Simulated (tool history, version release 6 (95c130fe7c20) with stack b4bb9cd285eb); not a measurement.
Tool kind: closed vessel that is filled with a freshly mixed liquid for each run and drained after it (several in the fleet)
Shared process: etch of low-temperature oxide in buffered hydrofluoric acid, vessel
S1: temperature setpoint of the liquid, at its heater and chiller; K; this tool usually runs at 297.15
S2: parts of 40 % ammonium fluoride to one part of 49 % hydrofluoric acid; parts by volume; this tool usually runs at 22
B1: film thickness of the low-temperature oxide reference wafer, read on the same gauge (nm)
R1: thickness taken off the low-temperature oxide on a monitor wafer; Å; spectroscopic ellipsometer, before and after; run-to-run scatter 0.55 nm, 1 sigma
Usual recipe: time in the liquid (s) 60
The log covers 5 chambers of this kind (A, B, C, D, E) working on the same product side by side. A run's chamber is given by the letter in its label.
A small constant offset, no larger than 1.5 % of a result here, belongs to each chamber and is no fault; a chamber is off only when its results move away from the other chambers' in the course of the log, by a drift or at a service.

{"run": "1C", "hour": 13.6, "S1": 297.15, "S2": 22, "time in the liquid (s)": 60, "B1": 60.015, "R1": 613.89}
{"run": "2E", "hour": 21.0, "S1": 297.15, "S2": 22, "time in the liquid (s)": 60, "B1": 59.986, "R1": 628.03}
{"run": "3B", "hour": 36.1, "S1": 297.15, "S2": 22, "time in the liquid (s)": 60, "B1": 59.999, "R1": 632.07}
{"run": "4D", "hour": 50.4, "S1": 297.15, "S2": 22, "time in the liquid (s)": 60, "B1": 59.998, "R1": 626.3}
{"run": "5A", "hour": 58.4, "S1": 297.15, "S2": 22, "time in the liquid (s)": 60, "B1": 60.001, "R1": 620.77}
{"run": "6B", "hour": 69.6, "S1": 297.15, "S2": 17.5, "time in the liquid (s)": 60, "B1": 60.002, "R1": 761.74}
{"run": "7E", "hour": 81.1, "S1": 297.15, "S2": 17.5, "time in the liquid (s)": 60, "B1": 60.009, "R1": 773.01}
{"run": "8D", "hour": 88.0, "S1": 297.15, "S2": 17.5, "time in the liquid (s)": 60, "B1": 60.014, "R1": 763.67}
{"run": "9A", "hour": 99.6, "S1": 297.15, "S2": 17.5, "time in the liquid (s)": 60, "B1": 59.991, "R1": 761.63}
{"run": "10C", "hour": 107.8, "S1": 297.15, "S2": 17.5, "time in the liquid (s)": 60, "B1": 60.01, "R1": 761.66}
{"run": "11A", "hour": 117.3, "S1": 297.15, "S2": 19, "time in the liquid (s)": 60, "B1": 59.997, "R1": 693.4}
{"run": "12E", "hour": 124.9, "S1": 297.15, "S2": 19, "time in the liquid (s)": 60, "B1": 60.005, "R1": 688.97}
{"run": "13D", "hour": 136.1, "S1": 297.15, "S2": 19, "time in the liquid (s)": 60, "B1": 60.007, "R1": 712}
{"run": "14B", "hour": 149.1, "S1": 297.15, "S2": 19, "time in the liquid (s)": 60, "B1": 59.99, "R1": 716.06}
{"run": "15C", "hour": 155.9, "S1": 297.15, "S2": 19, "time in the liquid (s)": 60, "B1": 59.985, "R1": 706.33}
{"run": "16C", "hour": 166.0, "S1": 297.15, "S2": 22, "time in the liquid (s)": 60, "B1": 59.999, "R1": 616.81}
{"run": "17A", "hour": 178.0, "S1": 297.15, "S2": 22, "time in the liquid (s)": 60, "B1": 59.994, "R1": 620.49}
{"run": "18D", "hour": 192.7, "S1": 297.15, "S2": 22, "time in the liquid (s)": 60, "B1": 60.025, "R1": 620.75}
{"run": "19E", "hour": 205.5, "S1": 297.15, "S2": 22, "time in the liquid (s)": 60, "B1": 60, "R1": 611.08}
{"hour": 215.4, "done": "chamber C: thermometer replaced"}
{"run": "20B", "hour": 220.0, "S1": 297.15, "S2": 22, "time in the liquid (s)": 60, "B1": 59.997, "R1": 630.86}
{"run": "21D", "hour": 233.0, "S1": 297.15, "S2": 22, "time in the liquid (s)": 60, "B1": 60.018, "R1": 623.14}
{"run": "22B", "hour": 244.3, "S1": 297.15, "S2": 22, "time in the liquid (s)": 85, "B1": 59.978, "R1": 876.26}
{"run": "23A", "hour": 254.4, "S1": 297.15, "S2": 22, "time in the liquid (s)": 85, "B1": 60.012, "R1": 887.49}
{"run": "24E", "hour": 267.2, "S1": 297.15, "S2": 22, "time in the liquid (s)": 85, "B1": 60.019, "R1": 856.6}
{"run": "25C", "hour": 279.0, "S1": 297.15, "S2": 22, "time in the liquid (s)": 85, "B1": 60.023, "R1": 885.82}
{"run": "26C", "hour": 291.6, "S1": 297.15, "S2": 22, "time in the liquid (s)": 85, "B1": 59.998, "R1": 877.2}
{"run": "27A", "hour": 299.7, "S1": 297.15, "S2": 22, "time in the liquid (s)": 60, "B1": 60.004, "R1": 617.08}
{"run": "28E", "hour": 306.2, "S1": 297.15, "S2": 22, "time in the liquid (s)": 60, "B1": 59.974, "R1": 598.32}
{"run": "29B", "hour": 314.6, "S1": 297.15, "S2": 22, "time in the liquid (s)": 60, "B1": 60.025, "R1": 620.75}
{"run": "30D", "hour": 321.1, "S1": 297.15, "S2": 22, "time in the liquid (s)": 60, "B1": 60.005, "R1": 626}
{"run": "31D", "hour": 332.1, "S1": 297.15, "S2": 22, "time in the liquid (s)": 60, "B1": 59.984, "R1": 625.96}
{"run": "32B", "hour": 340.0, "S1": 301.65, "S2": 22, "time in the liquid (s)": 35, "B1": 60.005, "R1": 459.52}
{"run": "33C", "hour": 350.9, "S1": 301.65, "S2": 22, "time in the liquid (s)": 35, "B1": 60.017, "R1": 461.44}
{"run": "34E", "hour": 362.3, "S1": 301.65, "S2": 22, "time in the liquid (s)": 35, "B1": 59.99, "R1": 436.02}
{"run": "35A", "hour": 376.7, "S1": 301.65, "S2": 22, "time in the liquid (s)": 35, "B1": 60.011, "R1": 459.89}
{"run": "36B", "hour": 387.4, "S1": 301.65, "S2": 22, "time in the liquid (s)": 35, "B1": 60.008, "R1": 467.46}

All chambers now run identical settings, listed one chamber a line with results as question marks. What results will each chamber show?
{"run": "37A", "hour": 398.1, "S1": 297.15, "S2": 22, "time in the liquid (s)": 60, "R1": "?"}
{"run": "37B", "hour": 398.1, "S1": 297.15, "S2": 22, "time in the liquid (s)": 60, "R1": "?"}
{"run": "37C", "hour": 398.1, "S1": 297.15, "S2": 22, "time in the liquid (s)": 60, "R1": "?"}
{"run": "37D", "hour": 398.1, "S1": 297.15, "S2": 22, "time in the liquid (s)": 60, "R1": "?"}
{"run": "37E", "hour": 398.1, "S1": 297.15, "S2": 22, "time in the liquid (s)": 60, "R1": "?"}

run=37A R1=617.6
run=37B R1=621.06
run=37C R1=629.25
run=37D R1=629.68
run=37E R1=571.89
